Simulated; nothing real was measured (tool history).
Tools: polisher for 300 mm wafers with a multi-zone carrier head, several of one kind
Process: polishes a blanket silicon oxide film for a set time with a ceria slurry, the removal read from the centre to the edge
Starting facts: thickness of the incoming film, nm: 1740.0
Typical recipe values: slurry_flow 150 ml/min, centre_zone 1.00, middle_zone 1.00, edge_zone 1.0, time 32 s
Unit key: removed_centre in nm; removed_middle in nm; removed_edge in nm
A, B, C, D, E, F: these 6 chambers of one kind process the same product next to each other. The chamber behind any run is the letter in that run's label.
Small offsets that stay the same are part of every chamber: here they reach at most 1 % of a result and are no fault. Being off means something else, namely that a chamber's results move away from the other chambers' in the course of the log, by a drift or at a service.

run   hour  slurry_flow  centre_zone  middle_zone  edge_zone  time  wafers polished on this pad  hours since the slurry nozzle was cleaned  hours since the centre zone pressure was calibrated  hours since the edge zone pressure was calibrated  removed_centre  removed_middle  removed_edge
 1A   11.5          150         1.00         1.00        1.0    32                          277                                      153.9                                                334.8                                              731.5         100.460         100.250       100.980
      14.6  -- chamber C: worn pad replaced by a new one
 2E   16.8          150         1.00         1.00        1.0    32                          726                                      705.3                                               1033.0                                              187.8         100.080          99.325        97.873
      18.6  -- chamber B: edge zone pressure recalibrated
      20.3  -- chamber B: worn pad replaced by a new one
 3D   26.5          150         1.00         1.00        1.0    32                          807                                      441.4                                               1135.3                                             1106.6         100.810          98.288       104.170
      26.8  -- chamber D: worn pad replaced by a new one
 4F   38.5          150         1.00         1.00        1.0    32                          308                                      139.9                                                263.5                                              274.3         102.140          98.173       100.970
 5C   46.0          170         1.00         0.89        1.0    32                          230                                      342.8                                                701.8                                              362.4         101.720          91.699       102.840
 6B   57.3          170         1.00         0.89        1.0    32                          271                                      207.4                                                989.3                                               38.8         102.580          92.875       101.170
      57.6  -- chamber A: worn pad replaced by a new one
 7F   64.4          170         1.00         0.89        1.0    32                          498                                      165.8                                                289.4                                              300.2         102.920          90.357       102.100
 8A   74.9          170         1.00         0.89        1.0    32                          126                                      217.3                                                398.2                                              794.9         100.640          92.594       103.620
      80.5  -- chamber C: centre zone pressure recalibrated
 9E   82.7          170         1.00         0.89        1.0    32                         1209                                      771.2                                               1098.9                                              253.7         101.950          91.620       102.490
      83.6  -- chamber E: worn pad replaced by a new one
10C   88.5          170         1.00         0.89        1.0    32                          542                                      385.3                                                  8.1                                              404.9         101.460          91.610       100.980
      93.1  -- chamber C: worn pad replaced by a new one
11D   94.1          150         1.00         1.00        1.0    32                          493                                      509.0                                               1202.9                                             1174.2         101.640         101.280       101.260
      97.2  -- chamber E: slurry nozzle cleaned
12B  101.4          150         1.05         1.00        1.0    32                          594                                      251.5                                               1033.4                                               82.9         104.340         100.380       100.210
     112.7  -- chamber E: centre zone pressure recalibrated
13F  112.8          150         1.05         1.00        1.0    32                          853                                      214.2                                                337.8                                              348.6         104.790          98.922       101.620
     116.0  -- chamber F: worn pad replaced by a new one
14A  124.0          150         1.05         1.00        1.0    32                          486                                      266.4                                                447.3                                              844.0         105.610         100.760        99.246
     125.4  -- chamber A: slurry nozzle cleaned
     127.7  -- chamber D: worn pad replaced by a new one
     127.7  -- chamber F: centre zone pressure recalibrated
15D  129.9          150         1.05         1.00        1.0    32                           16                                      544.8                                               1238.7                                             1210.0         107.780          99.748       101.460
16C  135.7          150         1.05         1.00        1.0    32                          312                                      432.5                                                 55.3                                              452.1         103.190          99.833       100.770
     137.4  -- chamber A: worn pad replaced by a new one
17B  143.3          150         1.05         1.00        1.0    32                          901                                      293.4                                               1075.3                                              124.8         106.440          99.245       100.430
18E  149.3          150         1.00         1.00        1.0    32                          481                                       52.2                                                 36.7                                              320.3          99.014          99.887       100.220
19E  155.4          150         1.00         1.00        1.0    32                          526                                       58.3                                                 42.8                                              326.4         101.470          98.601       100.510
     164.4  -- chamber A: edge zone pressure recalibrated
20C  165.1          150         1.06         1.00        1.0    36                          527                                      461.9                                                 84.7                                              481.5         117.400         112.510       113.190
     172.0  -- chamber D: edge zone pressure recalibrated
21B  173.1          150         1.06         1.00        1.0    36                         1119                                      323.2                                               1105.1                                              154.6         120.430         111.660       108.300
     178.8  -- chamber C: worn pad replaced by a new one
22A  184.9          150         1.06         1.00        1.0    36                          348                                       59.6                                                508.2                                               20.6         120.170         110.810       110.660
     190.9  -- chamber B: worn pad replaced by a new one
23D  191.5          150         1.06         1.00        1.0    36                          467                                      606.4                                               1300.3                                               19.6         120.010         111.520       112.970
24F  202.7          150         1.06         1.00        1.0    36                          635                                      304.1                                                 75.0                                              438.5         130.500         112.820       109.970
25B  209.0          150         1.06         1.00        1.0    36                          133                                      359.1                                               1141.0                                              190.5         119.780         112.310       113.580
26F  214.9          150         1.00         1.00        1.0    32                          725                                      316.3                                                 87.2                                              450.7         108.170         101.080       101.390
     222.1  -- chamber A: worn pad replaced by a new one
27C  226.0          150         1.00         1.00        1.0    32                          346                                      522.8                                                145.6                                              542.4          99.857          99.488       102.190
28E  235.3          150         1.00         1.00        1.0    32                         1111                                      138.2                                                122.7                                              406.3         100.130         100.330        99.426
29D  246.9          150         1.00         1.00        1.0    32                          873                                      661.8                                               1355.7                                               75.0         100.670         101.010       100.950
     247.5  -- chamber D: worn pad replaced by a new one
     254.0  -- chamber C: worn pad replaced by a new one
30A  258.5          115         1.00         1.00        1.0    32                          267                                      133.2                                                581.8                                               94.2          92.589          94.520        95.787
     268.4  -- chamber F: worn pad replaced by a new one
31F  269.7          115         1.00         1.00        1.0    32                            9                                      371.1                                                142.0                                              505.5          99.210          93.084        95.338
32E  275.8          115         1.00         1.00        1.0    32                         1408                                      178.7                                                163.2                                              446.8          94.699          95.699        94.827
     278.4  -- chamber E: worn pad replaced by a new one
33A  281.4          115         1.00         1.00        1.0    32                          434                                      156.1                                                604.7                                              117.1          93.693          93.131        96.543
34B  288.8          115         1.00         1.00        1.0    32                          718                                      438.9                                               1220.8                                              270.3          91.737          93.711        95.010
35D  298.7          115         1.00         1.00        1.0    32                          375                                      713.6                                               1407.5                                              126.8          93.659          92.696        94.646
36C  306.7          150         1.00         1.00        1.0    32                          386                                      603.5                                                226.3                                              623.1          99.186          97.803       101.970
     312.4  -- chamber A: worn pad replaced by a new one
37C  312.7          150         1.00         1.00        1.0    32                          430                                      609.5                                                232.3                                              629.1          99.269          99.328        96.905
38A  321.0          150         1.00         1.00        1.0    32                           63                                      195.7                                                644.3                                              156.7          98.682          98.811       100.220
39E  327.2          150         1.09         1.00        0.9    32                          358                                      230.1                                                214.6                                              498.2         109.660          98.864        95.175

Each of the 6 chambers runs these same settings next. Fill in every chamber's results:
40A  335.8          150         1.00         1.00        1.0    39                                                                                                                                                                                               ?               ?             ?
40B  335.8          150         1.00         1.00        1.0    39                                                                                                                                                                                               ?               ?             ?
40C  335.8          150         1.00         1.00        1.0    39                                                                                                                                                                                               ?               ?             ?
40D  335.8          150         1.00         1.00        1.0    39                                                                                                                                                                                               ?               ?             ?
40E  335.8          150         1.00         1.00        1.0    39                                                                                                                                                                                               ?               ?             ?
40F  335.8          150         1.00         1.00        1.0    39                                                                                                                                                                                               ?               ?             ?

run  removed_centre  removed_middle  removed_edge
40A         120.710         120.900       124.390
40B         121.140         121.880       121.660
40C         118.920         121.380       122.590
40D         124.870         120.860       122.210
40E         123.790         122.270       121.440
40F         132.500         120.710       121.960
